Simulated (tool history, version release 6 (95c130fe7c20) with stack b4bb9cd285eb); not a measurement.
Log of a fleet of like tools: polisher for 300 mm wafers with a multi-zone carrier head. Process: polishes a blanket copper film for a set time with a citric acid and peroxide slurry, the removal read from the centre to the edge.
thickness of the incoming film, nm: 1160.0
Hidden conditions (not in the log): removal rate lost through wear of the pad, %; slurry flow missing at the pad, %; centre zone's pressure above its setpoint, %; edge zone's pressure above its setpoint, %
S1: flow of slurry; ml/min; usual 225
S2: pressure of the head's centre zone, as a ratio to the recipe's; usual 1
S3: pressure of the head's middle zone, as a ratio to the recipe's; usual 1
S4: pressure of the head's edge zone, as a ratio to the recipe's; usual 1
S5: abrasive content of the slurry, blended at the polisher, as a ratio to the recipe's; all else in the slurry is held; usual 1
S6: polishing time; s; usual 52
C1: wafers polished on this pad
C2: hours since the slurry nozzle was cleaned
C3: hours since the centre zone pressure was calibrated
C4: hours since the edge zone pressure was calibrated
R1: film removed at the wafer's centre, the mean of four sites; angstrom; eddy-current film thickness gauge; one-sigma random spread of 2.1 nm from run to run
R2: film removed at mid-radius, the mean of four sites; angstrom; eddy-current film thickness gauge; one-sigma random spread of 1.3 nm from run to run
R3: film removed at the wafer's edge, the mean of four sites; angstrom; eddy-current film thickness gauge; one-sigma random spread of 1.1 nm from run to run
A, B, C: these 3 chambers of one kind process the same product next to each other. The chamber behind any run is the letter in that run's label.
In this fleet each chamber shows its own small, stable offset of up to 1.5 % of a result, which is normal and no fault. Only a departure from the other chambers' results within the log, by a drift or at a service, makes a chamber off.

{"run": "1C", "hour": 2.1, "S1": 225, "S2": 1, "S3": 1, "S4": 1, "S5": 1, "S6": 52, "C1": 896, "C2": 51.8, "C3": 293.4, "C4": 997.5, "R1": 1649.0, "R2": 1680.9, "R3": 1650.2}
{"run": "2B", "hour": 4.0, "S1": 225, "S2": 1, "S3": 1, "S4": 1, "S5": 1, "S6": 52, "C1": 472, "C2": 309.5, "C3": 117.6, "C4": 32.6, "R1": 1692.6, "R2": 1688.8, "R3": 1688.6}
{"run": "3A", "hour": 6.5, "S1": 225, "S2": 1, "S3": 1, "S4": 1, "S5": 1, "S6": 52, "C1": 709, "C2": 135.0, "C3": 702.4, "C4": 72.3, "R1": 1636.3, "R2": 1670.0, "R3": 1685.2}
{"run": "4C", "hour": 9.5, "S1": 225, "S2": 1, "S3": 1, "S4": 1, "S5": 1, "S6": 52, "C1": 1008, "C2": 59.2, "C3": 300.8, "C4": 1004.9, "R1": 1658.0, "R2": 1654.2, "R3": 1652.3}
{"hour": 9.9, "done": "chamber A: worn pad replaced by a new one"}
{"run": "5B", "hour": 11.6, "S1": 225, "S2": 1, "S3": 1, "S4": 1, "S5": 1, "S6": 52, "C1": 587, "C2": 317.1, "C3": 125.2, "C4": 40.2, "R1": 1704.0, "R2": 1675.6, "R3": 1692.0}
{"run": "6A", "hour": 13.4, "S1": 225, "S2": 1, "S3": 1, "S4": 1, "S5": 1, "S6": 52, "C1": 54, "C2": 141.9, "C3": 709.3, "C4": 79.2, "R1": 1650.8, "R2": 1672.4, "R3": 1686.7}
{"run": "7C", "hour": 16.7, "S1": 225, "S2": 1, "S3": 1, "S4": 1, "S5": 1, "S6": 52, "C1": 1117, "C2": 66.4, "C3": 308.0, "C4": 1012.1, "R1": 1646.6, "R2": 1658.5, "R3": 1653.0}
{"run": "8B", "hour": 19.2, "S1": 225, "S2": 1, "S3": 1, "S4": 1, "S5": 1, "S6": 52, "C1": 703, "C2": 324.7, "C3": 132.8, "C4": 47.8, "R1": 1692.4, "R2": 1682.8, "R3": 1677.7}
{"hour": 20.2, "done": "chamber C: worn pad replaced by a new one"}
{"run": "9A", "hour": 22.1, "S1": 225, "S2": 1, "S3": 1, "S4": 1, "S5": 1, "S6": 52, "C1": 186, "C2": 150.6, "C3": 718.0, "C4": 87.9, "R1": 1675.8, "R2": 1638.2, "R3": 1665.5}
{"run": "10C", "hour": 25.1, "S1": 225, "S2": 1, "S3": 1, "S4": 1, "S5": 1, "S6": 52, "C1": 75, "C2": 74.8, "C3": 316.4, "C4": 1020.5, "R1": 1642.3, "R2": 1705.1, "R3": 1663.1}
{"run": "11B", "hour": 28.4, "S1": 225, "S2": 1, "S3": 1, "S4": 1, "S5": 1, "S6": 45, "C1": 842, "C2": 333.9, "C3": 142.0, "C4": 57.0, "R1": 1452.2, "R2": 1469.6, "R3": 1440.5}
{"run": "12A", "hour": 31.7, "S1": 225, "S2": 1, "S3": 1, "S4": 1, "S5": 1, "S6": 45, "C1": 332, "C2": 160.2, "C3": 727.6, "C4": 97.5, "R1": 1443.0, "R2": 1473.4, "R3": 1465.9}
{"run": "13A", "hour": 35.4, "S1": 225, "S2": 1, "S3": 1, "S4": 1, "S5": 1, "S6": 45, "C1": 388, "C2": 163.9, "C3": 731.3, "C4": 101.2, "R1": 1403.9, "R2": 1453.5, "R3": 1465.7}
{"run": "14B", "hour": 38.7, "S1": 225, "S2": 1, "S3": 1, "S4": 1, "S5": 1, "S6": 52, "C1": 999, "C2": 344.2, "C3": 152.3, "C4": 67.3, "R1": 1702.7, "R2": 1666.5, "R3": 1689.3}
{"run": "15C", "hour": 40.8, "S1": 225, "S2": 1, "S3": 1, "S4": 1, "S5": 1, "S6": 52, "C1": 313, "C2": 90.5, "C3": 332.1, "C4": 1036.2, "R1": 1667.5, "R2": 1676.7, "R3": 1670.2}
{"run": "16B", "hour": 44.4, "S1": 225, "S2": 1, "S3": 1, "S4": 1, "S5": 1, "S6": 52, "C1": 1085, "C2": 349.9, "C3": 158.0, "C4": 73.0, "R1": 1683.6, "R2": 1677.8, "R3": 1658.0}
{"run": "17A", "hour": 47.9, "S1": 225, "S2": 1, "S3": 1, "S4": 1, "S5": 1, "S6": 52, "C1": 578, "C2": 176.4, "C3": 743.8, "C4": 113.7, "R1": 1659.5, "R2": 1665.8, "R3": 1689.8}
{"run": "18C", "hour": 52.2, "S1": 225, "S2": 1, "S3": 1, "S4": 1, "S5": 1, "S6": 52, "C1": 486, "C2": 101.9, "C3": 343.5, "C4": 1047.6, "R1": 1678.4, "R2": 1668.7, "R3": 1667.4}
{"run": "19A", "hour": 56.3, "S1": 225, "S2": 1, "S3": 1, "S4": 1, "S5": 1, "S6": 52, "C1": 705, "C2": 184.8, "C3": 752.2, "C4": 122.1, "R1": 1602.5, "R2": 1686.7, "R3": 1674.0}
{"run": "20C", "hour": 60.0, "S1": 225, "S2": 1, "S3": 1, "S4": 1, "S5": 1, "S6": 52, "C1": 604, "C2": 109.7, "C3": 351.3, "C4": 1055.4, "R1": 1648.0, "R2": 1692.2, "R3": 1681.1}
{"hour": 60.3, "done": "chamber A: worn pad replaced by a new one"}
{"run": "21B", "hour": 62.8, "S1": 225, "S2": 1, "S3": 1, "S4": 1, "S5": 1, "S6": 52, "C1": 1365, "C2": 368.3, "C3": 176.4, "C4": 91.4, "R1": 1636.0, "R2": 1648.0, "R3": 1612.7}
{"run": "22A", "hour": 65.9, "S1": 225, "S2": 1, "S3": 1, "S4": 1, "S5": 1, "S6": 52, "C1": 85, "C2": 194.4, "C3": 761.8, "C4": 131.7, "R1": 1654.2, "R2": 1658.6, "R3": 1686.3}
{"run": "23B", "hour": 69.1, "S1": 225, "S2": 1, "S3": 1, "S4": 1, "S5": 1, "S6": 52, "C1": 1460, "C2": 374.6, "C3": 182.7, "C4": 97.7, "R1": 1610.6, "R2": 1623.4, "R3": 1595.4}
{"run": "24C", "hour": 73.1, "S1": 225, "S2": 1, "S3": 1, "S4": 1, "S5": 1, "S6": 52, "C1": 803, "C2": 122.8, "C3": 364.4, "C4": 1068.5, "R1": 1705.9, "R2": 1668.4, "R3": 1661.6}
{"run": "25A", "hour": 75.4, "S1": 225, "S2": 1, "S3": 1, "S4": 1, "S5": 1, "S6": 52, "C1": 229, "C2": 203.9, "C3": 771.3, "C4": 141.2, "R1": 1619.0, "R2": 1667.0, "R3": 1695.5}
{"hour": 78.6, "done": "chamber B: slurry nozzle cleaned"}
{"run": "26B", "hour": 79.3, "S1": 225, "S2": 1, "S3": 1, "S4": 1, "S5": 1, "S6": 52, "C1": 1615, "C2": 0.7, "C3": 192.9, "C4": 107.9, "R1": 1618.1, "R2": 1602.3, "R3": 1573.0}
{"run": "27C", "hour": 82.7, "S1": 225, "S2": 1, "S3": 1, "S4": 1, "S5": 1, "S6": 52, "C1": 949, "C2": 132.4, "C3": 374.0, "C4": 1078.1, "R1": 1635.6, "R2": 1696.7, "R3": 1676.3}
{"hour": 86.4, "done": "chamber C: worn pad replaced by a new one"}
{"run": "28C", "hour": 86.9, "S1": 225, "S2": 1, "S3": 1, "S4": 1, "S5": 1, "S6": 52, "C1": 8, "C2": 136.6, "C3": 378.2, "C4": 1082.3, "R1": 1659.5, "R2": 1676.5, "R3": 1695.7}
{"run": "29A", "hour": 89.2, "S1": 225, "S2": 1, "S3": 1, "S4": 1, "S5": 1, "S6": 52, "C1": 439, "C2": 217.7, "C3": 785.1, "C4": 155.0, "R1": 1659.4, "R2": 1678.3, "R3": 1684.2}
{"run": "30B", "hour": 91.4, "S1": 225, "S2": 1, "S3": 1, "S4": 1, "S5": 1, "S6": 52, "C1": 1799, "C2": 12.8, "C3": 205.0, "C4": 120.0, "R1": 1541.0, "R2": 1580.8, "R3": 1559.0}
{"run": "31A", "hour": 94.0, "S1": 225, "S2": 1, "S3": 1, "S4": 1, "S5": 1, "S6": 52, "C1": 512, "C2": 222.5, "C3": 789.9, "C4": 159.8, "R1": 1678.5, "R2": 1679.3, "R3": 1683.5}
{"run": "32C", "hour": 96.8, "S1": 225, "S2": 1, "S3": 1, "S4": 1, "S5": 1, "S6": 52, "C1": 158, "C2": 146.5, "C3": 388.1, "C4": 1092.2, "R1": 1679.3, "R2": 1696.9, "R3": 1681.1}
{"run": "33B", "hour": 100.9, "S1": 225, "S2": 1, "S3": 1, "S4": 1, "S5": 1, "S6": 52, "C1": 1943, "C2": 22.3, "C3": 214.5, "C4": 129.5, "R1": 1547.5, "R2": 1569.4, "R3": 1543.8}

For the next run the whole fleet of 3 chambers uses the same settings. Give each chamber's results:
{"run": "34A", "hour": 104.0, "S1": 260, "S2": 1, "S3": 1, "S4": 1, "S5": 1, "S6": 52, "R1": "?", "R2": "?", "R3": "?"}
{"run": "34B", "hour": 104.0, "S1": 260, "S2": 1, "S3": 1, "S4": 1, "S5": 1, "S6": 52, "R1": "?", "R2": "?", "R3": "?"}
{"run": "34C", "hour": 104.0, "S1": 260, "S2": 1, "S3": 1, "S4": 1, "S5": 1, "S6": 52, "R1": "?", "R2": "?", "R3": "?"}

run=34A R1=1663.6 R2=1719.9 R3=1710.9
run=34B R1=1599.7 R2=1563.0 R3=1556.1
run=34C R1=1693.4 R2=1698.6 R3=1686.7
